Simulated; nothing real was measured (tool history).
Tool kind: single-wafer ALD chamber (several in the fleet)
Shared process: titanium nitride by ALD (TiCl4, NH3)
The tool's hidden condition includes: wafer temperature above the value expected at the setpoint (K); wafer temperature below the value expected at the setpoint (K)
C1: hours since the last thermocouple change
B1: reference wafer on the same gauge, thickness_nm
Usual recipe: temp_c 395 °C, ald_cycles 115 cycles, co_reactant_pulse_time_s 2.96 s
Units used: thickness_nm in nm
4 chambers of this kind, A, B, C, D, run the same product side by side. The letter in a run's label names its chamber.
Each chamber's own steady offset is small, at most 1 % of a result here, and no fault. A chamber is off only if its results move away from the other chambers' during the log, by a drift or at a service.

run 1C hour=11.8 | temp_c=395 ald_cycles=115 co_reactant_pulse_time_s=2.96 | C1=1206.0 | B1=2.6508 | thickness_nm=2.5574
run 2B hour=25.3 | temp_c=395 ald_cycles=115 co_reactant_pulse_time_s=2.96 | C1=552.7 | B1=2.6489 | thickness_nm=2.5661
run 3D hour=39.2 | temp_c=395 ald_cycles=115 co_reactant_pulse_time_s=2.96 | C1=221.6 | B1=2.6488 | thickness_nm=2.5440
run 4A hour=49.1 | temp_c=395 ald_cycles=115 co_reactant_pulse_time_s=2.96 | C1=1312.8 | B1=2.6476 | thickness_nm=2.5742
run 5C hour=60.5 | temp_c=395 ald_cycles=115 co_reactant_pulse_time_s=2.96 | C1=1254.7 | B1=2.6475 | thickness_nm=2.5631
run 6B hour=69.3 | temp_c=395 ald_cycles=135 co_reactant_pulse_time_s=2.96 | C1=596.7 | B1=2.6478 | thickness_nm=3.0101
run 7A hour=84.7 | temp_c=395 ald_cycles=135 co_reactant_pulse_time_s=2.96 | C1=1348.4 | B1=2.6478 | thickness_nm=3.0147
run 8D hour=94.3 | temp_c=395 ald_cycles=135 co_reactant_pulse_time_s=2.96 | C1=276.7 | B1=2.6472 | thickness_nm=2.9854
run 9C hour=108.5 | temp_c=395 ald_cycles=135 co_reactant_pulse_time_s=2.96 | C1=1302.7 | B1=2.6474 | thickness_nm=3.0078
run 10B hour=118.6 | temp_c=395 ald_cycles=115 co_reactant_pulse_time_s=2.96 | C1=646.0 | B1=2.6468 | thickness_nm=2.5628
run 11A hour=128.2 | temp_c=395 ald_cycles=132 co_reactant_pulse_time_s=4.03 | C1=1391.9 | B1=2.6462 | thickness_nm=2.9796
run 12D hour=136.6 | temp_c=395 ald_cycles=132 co_reactant_pulse_time_s=4.03 | C1=319.0 | B1=2.6453 | thickness_nm=2.9460
run 13D hour=149.1 | temp_c=395 ald_cycles=132 co_reactant_pulse_time_s=4.03 | C1=331.5 | B1=2.6451 | thickness_nm=2.9455
run 14C hour=159.6 | temp_c=395 ald_cycles=132 co_reactant_pulse_time_s=4.03 | C1=1353.8 | B1=2.6452 | thickness_nm=2.9634
run 15A hour=175.5 | temp_c=395 ald_cycles=115 co_reactant_pulse_time_s=2.96 | C1=1439.2 | B1=2.6448 | thickness_nm=2.5708
run 16B hour=187.5 | temp_c=395 ald_cycles=115 co_reactant_pulse_time_s=2.96 | C1=714.9 | B1=2.6439 | thickness_nm=2.5571
run 17B hour=198.4 | temp_c=395 ald_cycles=115 co_reactant_pulse_time_s=2.96 | C1=725.8 | B1=2.6445 | thickness_nm=2.5609
run 18D hour=211.3 | temp_c=395 ald_cycles=115 co_reactant_pulse_time_s=2.96 | C1=393.7 | B1=2.6442 | thickness_nm=2.5368
run 19A hour=220.2 | temp_c=395 ald_cycles=115 co_reactant_pulse_time_s=2.96 | C1=1483.9 | B1=2.6430 | thickness_nm=2.5646
run 20C hour=232.5 | temp_c=395 ald_cycles=115 co_reactant_pulse_time_s=2.96 | C1=1426.7 | B1=2.6435 | thickness_nm=2.5532
run 21D hour=247.9 | temp_c=395 ald_cycles=115 co_reactant_pulse_time_s=2.96 | C1=430.3 | B1=2.6429 | thickness_nm=2.5355
run 22A hour=257.9 | temp_c=402 ald_cycles=125 co_reactant_pulse_time_s=2.96 | C1=1521.6 | B1=2.6424 | thickness_nm=2.7961
run 23B hour=271.2 | temp_c=402 ald_cycles=125 co_reactant_pulse_time_s=2.96 | C1=798.6 | B1=2.6418 | thickness_nm=2.7943
run 24C hour=281.9 | temp_c=402 ald_cycles=125 co_reactant_pulse_time_s=2.96 | C1=1476.1 | B1=2.6420 | thickness_nm=2.7908
run 25D hour=290.3 | temp_c=402 ald_cycles=125 co_reactant_pulse_time_s=2.96 | C1=472.7 | B1=2.6416 | thickness_nm=2.7657
run 26C hour=303.8 | temp_c=395 ald_cycles=115 co_reactant_pulse_time_s=2.96 | C1=1498.0 | B1=2.6408 | thickness_nm=2.5495
run 27A hour=313.5 | temp_c=395 ald_cycles=126 co_reactant_pulse_time_s=2.96 | C1=1577.2 | B1=2.6402 | thickness_nm=2.8136
run 28B hour=327.6 | temp_c=395 ald_cycles=126 co_reactant_pulse_time_s=2.96 | C1=855.0 | B1=2.6399 | thickness_nm=2.8030
run 29C hour=334.9 | temp_c=395 ald_cycles=126 co_reactant_pulse_time_s=2.96 | C1=1529.1 | B1=2.6403 | thickness_nm=2.7958
run 30B hour=347.3 | temp_c=395 ald_cycles=126 co_reactant_pulse_time_s=2.96 | C1=874.7 | B1=2.6404 | thickness_nm=2.7929
run 31A hour=360.4 | temp_c=395 ald_cycles=115 co_reactant_pulse_time_s=2.96 | C1=1624.1 | B1=2.6388 | thickness_nm=2.5614
run 32D hour=369.1 | temp_c=395 ald_cycles=115 co_reactant_pulse_time_s=3.57 | C1=551.5 | B1=2.6386 | thickness_nm=2.5549
run 33B hour=384.3 | temp_c=395 ald_cycles=115 co_reactant_pulse_time_s=3.57 | C1=911.7 | B1=2.6381 | thickness_nm=2.5705

Predict what each chamber gives when all 4 of them run the settings below next.
run 34A hour=395.8 | temp_c=395 ald_cycles=115 co_reactant_pulse_time_s=2.96 | thickness_nm=?
run 34B hour=395.8 | temp_c=395 ald_cycles=115 co_reactant_pulse_time_s=2.96 | thickness_nm=?
run 34C hour=395.8 | temp_c=395 ald_cycles=115 co_reactant_pulse_time_s=2.96 | thickness_nm=?
run 34D hour=395.8 | temp_c=395 ald_cycles=115 co_reactant_pulse_time_s=2.96 | thickness_nm=?

run=34A thickness_nm=2.5626
run=34B thickness_nm=2.5502
run=34C thickness_nm=2.5473
run=34D thickness_nm=2.5347
